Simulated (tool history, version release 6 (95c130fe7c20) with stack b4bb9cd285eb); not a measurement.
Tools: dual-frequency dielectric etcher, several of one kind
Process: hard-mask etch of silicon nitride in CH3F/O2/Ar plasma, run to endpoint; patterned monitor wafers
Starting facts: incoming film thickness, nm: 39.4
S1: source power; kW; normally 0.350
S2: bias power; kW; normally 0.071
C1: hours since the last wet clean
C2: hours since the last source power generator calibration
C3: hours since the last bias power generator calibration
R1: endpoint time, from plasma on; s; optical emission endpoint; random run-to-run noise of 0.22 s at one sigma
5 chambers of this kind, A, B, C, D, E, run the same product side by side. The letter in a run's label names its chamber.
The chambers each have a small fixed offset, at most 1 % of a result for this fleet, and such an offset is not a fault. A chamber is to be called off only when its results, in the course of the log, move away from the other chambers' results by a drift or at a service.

run 1B hour=9.6 | S1=0.350 S2=0.071 | C1=316.8 C2=13.0 C3=1808.7 | R1=60.560
run 2D hour=14.4 | S1=0.350 S2=0.071 | C1=560.8 C2=1994.4 C3=1131.8 | R1=60.384
run 3E hour=18.9 | S1=0.350 S2=0.071 | C1=211.7 C2=2183.7 C3=1118.6 | R1=60.724
run 4A hour=25.7 | S1=0.350 S2=0.071 | C1=267.4 C2=2339.8 C3=585.9 | R1=60.724
run 5C hour=31.6 | S1=0.440 S2=0.080 | C1=332.7 C2=1105.4 C3=576.1 | R1=52.720
run 6D hour=39.0 | S1=0.440 S2=0.080 | C1=585.4 C2=2019.0 C3=1156.4 | R1=52.560
run 7B hour=46.2 | S1=0.440 S2=0.080 | C1=353.4 C2=49.6 C3=1845.3 | R1=53.458
-- hour=53.9 chamber D: wet clean of the chamber
run 8E hour=53.9 | S1=0.440 S2=0.080 | C1=246.7 C2=2218.7 C3=1153.6 | R1=53.218
run 9A hour=60.6 | S1=0.440 S2=0.080 | C1=302.3 C2=2374.7 C3=620.8 | R1=53.568
run 10C hour=70.0 | S1=0.350 S2=0.071 | C1=371.1 C2=1143.8 C3=614.5 | R1=60.378
run 11A hour=77.3 | S1=0.390 S2=0.059 | C1=319.0 C2=2391.4 C3=637.5 | R1=61.822
-- hour=81.5 chamber B: wet clean of the chamber
run 12D hour=82.0 | S1=0.390 S2=0.059 | C1=28.2 C2=2062.0 C3=1199.4 | R1=61.323
run 13E hour=87.2 | S1=0.390 S2=0.059 | C1=280.0 C2=2252.0 C3=1186.9 | R1=61.688
run 14C hour=94.0 | S1=0.390 S2=0.059 | C1=395.1 C2=1167.8 C3=638.5 | R1=61.439
run 15B hour=102.3 | S1=0.390 S2=0.059 | C1=20.8 C2=105.7 C3=1901.4 | R1=62.216
run 16C hour=110.3 | S1=0.350 S2=0.071 | C1=411.4 C2=1184.1 C3=654.8 | R1=59.991
run 17B hour=118.2 | S1=0.400 S2=0.071 | C1=36.7 C2=121.6 C3=1917.3 | R1=58.061
run 18E hour=126.6 | S1=0.400 S2=0.071 | C1=319.4 C2=2291.4 C3=1226.3 | R1=57.725
run 19A hour=131.3 | S1=0.400 S2=0.071 | C1=373.0 C2=2445.4 C3=691.5 | R1=57.722
run 20D hour=138.8 | S1=0.400 S2=0.071 | C1=85.0 C2=2118.8 C3=1256.2 | R1=57.018
run 21B hour=145.2 | S1=0.400 S2=0.071 | C1=63.7 C2=148.6 C3=1944.3 | R1=57.352
-- hour=146.7 chamber B: bias power generator calibrated
run 22C hour=150.4 | S1=0.350 S2=0.071 | C1=451.5 C2=1224.2 C3=694.9 | R1=60.052
run 23D hour=156.6 | S1=0.350 S2=0.071 | C1=102.8 C2=2136.6 C3=1274.0 | R1=60.097
run 24A hour=166.2 | S1=0.350 S2=0.076 | C1=407.9 C2=2480.3 C3=726.4 | R1=58.951
run 25E hour=174.4 | S1=0.350 S2=0.076 | C1=367.2 C2=2339.2 C3=1274.1 | R1=59.176
run 26C hour=181.1 | S1=0.350 S2=0.076 | C1=482.2 C2=1254.9 C3=725.6 | R1=58.987
-- hour=181.7 chamber E: wet clean of the chamber
-- hour=184.6 chamber C: wet clean of the chamber
run 27B hour=186.1 | S1=0.350 S2=0.076 | C1=104.6 C2=189.5 C3=39.5 | R1=59.332
run 28A hour=191.1 | S1=0.350 S2=0.076 | C1=432.8 C2=2505.2 C3=751.3 | R1=59.409
-- hour=196.7 chamber A: wet clean of the chamber
run 29D hour=200.0 | S1=0.350 S2=0.071 | C1=146.2 C2=2180.0 C3=1317.4 | R1=60.134
run 30E hour=210.0 | S1=0.350 S2=0.071 | C1=28.4 C2=2374.8 C3=1309.7 | R1=60.770
run 31A hour=216.7 | S1=0.350 S2=0.071 | C1=20.1 C2=2530.8 C3=776.9 | R1=60.553
run 32C hour=223.0 | S1=0.350 S2=0.071 | C1=38.4 C2=1296.8 C3=767.5 | R1=59.922
run 33B hour=227.9 | S1=0.350 S2=0.071 | C1=146.4 C2=231.3 C3=81.3 | R1=60.737
run 34E hour=237.5 | S1=0.350 S2=0.071 | C1=55.9 C2=2402.3 C3=1337.2 | R1=61.091
run 35D hour=242.3 | S1=0.380 S2=0.057 | C1=188.5 C2=2222.3 C3=1359.7 | R1=62.605
-- hour=248.0 chamber E: source power generator calibrated
run 36A hour=250.8 | S1=0.380 S2=0.057 | C1=54.2 C2=2564.9 C3=811.0 | R1=63.455
run 37E hour=258.8 | S1=0.380 S2=0.057 | C1=77.2 C2=10.9 C3=1358.5 | R1=63.235
run 38C hour=265.4 | S1=0.380 S2=0.057 | C1=80.8 C2=1339.2 C3=809.9 | R1=62.827
run 39D hour=270.5 | S1=0.380 S2=0.057 | C1=216.7 C2=2250.5 C3=1387.9 | R1=62.354

Has any chamber moved away from the others, gradually or after a service, or does the common gauge drift, or do the chambers differ only by their own small steady offsets? State the chamber and the most likely cause if one applies.

The fleet is healthy, with each chamber sitting at its usual small offset and no drift in the gauge.

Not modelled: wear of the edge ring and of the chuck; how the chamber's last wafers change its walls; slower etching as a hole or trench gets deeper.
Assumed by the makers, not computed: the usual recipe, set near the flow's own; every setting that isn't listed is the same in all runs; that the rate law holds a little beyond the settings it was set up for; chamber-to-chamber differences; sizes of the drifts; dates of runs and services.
